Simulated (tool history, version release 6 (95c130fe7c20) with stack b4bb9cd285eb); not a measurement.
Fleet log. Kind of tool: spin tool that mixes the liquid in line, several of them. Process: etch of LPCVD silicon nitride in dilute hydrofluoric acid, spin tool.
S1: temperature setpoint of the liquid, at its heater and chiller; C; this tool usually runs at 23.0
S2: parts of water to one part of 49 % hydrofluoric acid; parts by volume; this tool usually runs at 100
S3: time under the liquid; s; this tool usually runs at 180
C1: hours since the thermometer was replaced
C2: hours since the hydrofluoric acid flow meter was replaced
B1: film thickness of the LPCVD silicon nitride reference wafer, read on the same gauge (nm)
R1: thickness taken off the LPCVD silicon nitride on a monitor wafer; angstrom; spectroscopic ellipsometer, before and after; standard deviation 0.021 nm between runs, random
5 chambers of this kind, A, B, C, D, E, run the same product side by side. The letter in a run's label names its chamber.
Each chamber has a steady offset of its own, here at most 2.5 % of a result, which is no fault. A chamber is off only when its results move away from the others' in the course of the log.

| run | day | S1 | S2 | S3 | C1 | C2 | B1 | R1 |
|---|---|---|---|---|---|---|---|---|
| 1D | 0.542 | 23.0 | 100 | 180 | 527.6 | 751.4 | 119.98 | 7.4664 |
| 2B | 0.942 | 23.0 | 100 | 180 | 844.9 | 147.5 | 119.96 | 7.4239 |
| 3E | 1.554 | 23.0 | 100 | 180 | 1604.2 | 1649.7 | 120.03 | 6.9273 |
| 4C | 2.092 | 23.0 | 100 | 180 | 207.1 | 1419.6 | 120.05 | 7.2438 |
|  | 2.592 | chamber D: thermometer replaced |
| 5A | 2.683 | 23.0 | 100 | 180 | 878.0 | 946.0 | 120.02 | 7.2418 |
| 6C | 3.229 | 23.0 | 60 | 80 | 234.4 | 1446.9 | 120.02 | 5.2436 |
| 7D | 3.742 | 23.0 | 60 | 80 | 27.6 | 828.2 | 119.94 | 5.4829 |
| 8B | 4.358 | 23.0 | 60 | 80 | 926.9 | 229.5 | 119.95 | 5.3017 |
| 9E | 4.838 | 23.0 | 60 | 80 | 1683.0 | 1728.5 | 120.01 | 5.5982 |
|  | 4.875 | chamber E: hydrofluoric acid flow meter replaced |
| 10A | 5.146 | 23.0 | 60 | 80 | 937.1 | 1005.1 | 119.99 | 5.3303 |
| 11B | 5.554 | 23.0 | 100 | 180 | 955.6 | 258.2 | 119.95 | 7.5587 |
| 12D | 5.921 | 23.0 | 100 | 180 | 79.9 | 880.5 | 119.98 | 7.1144 |
| 13E | 6.304 | 23.0 | 100 | 180 | 1718.2 | 34.3 | 120.02 | 7.4047 |
| 14A | 6.667 | 23.0 | 100 | 180 | 973.6 | 1041.6 | 119.99 | 6.7782 |
| 15C | 7.046 | 23.0 | 100 | 180 | 326.0 | 1538.5 | 119.98 | 7.2386 |
| 16A | 7.538 | 23.0 | 100 | 180 | 994.5 | 1062.5 | 120.05 | 7.0829 |
| 17C | 7.892 | 23.0 | 100 | 180 | 346.3 | 1558.8 | 120.01 | 7.3029 |
| 18E | 8.471 | 18.5 | 65 | 180 | 1770.2 | 86.3 | 120.00 | 7.9859 |
| 19B | 9.079 | 18.5 | 65 | 180 | 1040.2 | 342.8 | 119.95 | 7.9570 |
| 20D | 9.625 | 18.5 | 65 | 180 | 168.8 | 969.4 | 119.99 | 8.1988 |
| 21D | 10.233 | 18.5 | 65 | 180 | 183.4 | 984.0 | 119.97 | 8.0028 |
| 22B | 10.696 | 18.5 | 65 | 180 | 1079.0 | 381.6 | 119.99 | 8.3212 |
| 23C | 11.079 | 23.0 | 100 | 180 | 422.8 | 1635.3 | 119.99 | 7.0090 |
| 24E | 11.646 | 23.0 | 100 | 180 | 1846.4 | 162.5 | 119.95 | 6.9072 |
| 25A | 11.967 | 23.0 | 100 | 180 | 1100.8 | 1168.8 | 120.03 | 7.6460 |
| 26D | 12.504 | 23.0 | 100 | 180 | 237.9 | 1038.5 | 120.01 | 7.2131 |
| 27C | 12.992 | 23.0 | 120 | 180 | 468.7 | 1681.2 | 120.01 | 6.2738 |
| 28E | 13.296 | 23.0 | 120 | 180 | 1886.0 | 202.1 | 120.03 | 6.0824 |
| 29A | 13.654 | 23.0 | 120 | 180 | 1141.3 | 1209.3 | 120.01 | 6.7597 |
| 30B | 13.958 | 23.0 | 120 | 180 | 1157.3 | 459.9 | 120.00 | 6.1627 |
| 31D | 14.500 | 23.0 | 120 | 180 | 285.8 | 1086.4 | 120.03 | 6.0167 |
| 32C | 15.004 | 23.0 | 100 | 180 | 517.0 | 1729.5 | 120.00 | 7.1721 |
| 33A | 15.554 | 23.0 | 100 | 180 | 1186.9 | 1254.9 | 119.95 | 8.5949 |
| 34B | 16.062 | 23.0 | 100 | 180 | 1207.8 | 510.4 | 119.97 | 7.4906 |
| 35E | 16.379 | 23.0 | 100 | 180 | 1960.0 | 276.1 | 119.97 | 7.0170 |
| 36B | 16.788 | 23.0 | 100 | 180 | 1225.2 | 527.8 | 119.98 | 7.3176 |
| 37A | 17.208 | 23.0 | 100 | 180 | 1226.6 | 1294.6 | 119.98 | 7.8448 |
| 38E | 17.604 | 23.0 | 100 | 180 | 1989.4 | 305.5 | 120.01 | 7.1462 |

Next, every chamber runs the same settings. What will each give?
| 39A | 18.046 | 23.0 | 100 | 180 |  |  |  | ? |
| 39B | 18.046 | 23.0 | 100 | 180 |  |  |  | ? |
| 39C | 18.046 | 23.0 | 100 | 180 |  |  |  | ? |
| 39D | 18.046 | 23.0 | 100 | 180 |  |  |  | ? |
| 39E | 18.046 | 23.0 | 100 | 180 |  |  |  | ? |

| run | R1 |
|---|---|
| 39A | 8.9089 |
| 39B | 7.3644 |
| 39C | 7.3909 |
| 39D | 7.5773 |
| 39E | 6.8662 |

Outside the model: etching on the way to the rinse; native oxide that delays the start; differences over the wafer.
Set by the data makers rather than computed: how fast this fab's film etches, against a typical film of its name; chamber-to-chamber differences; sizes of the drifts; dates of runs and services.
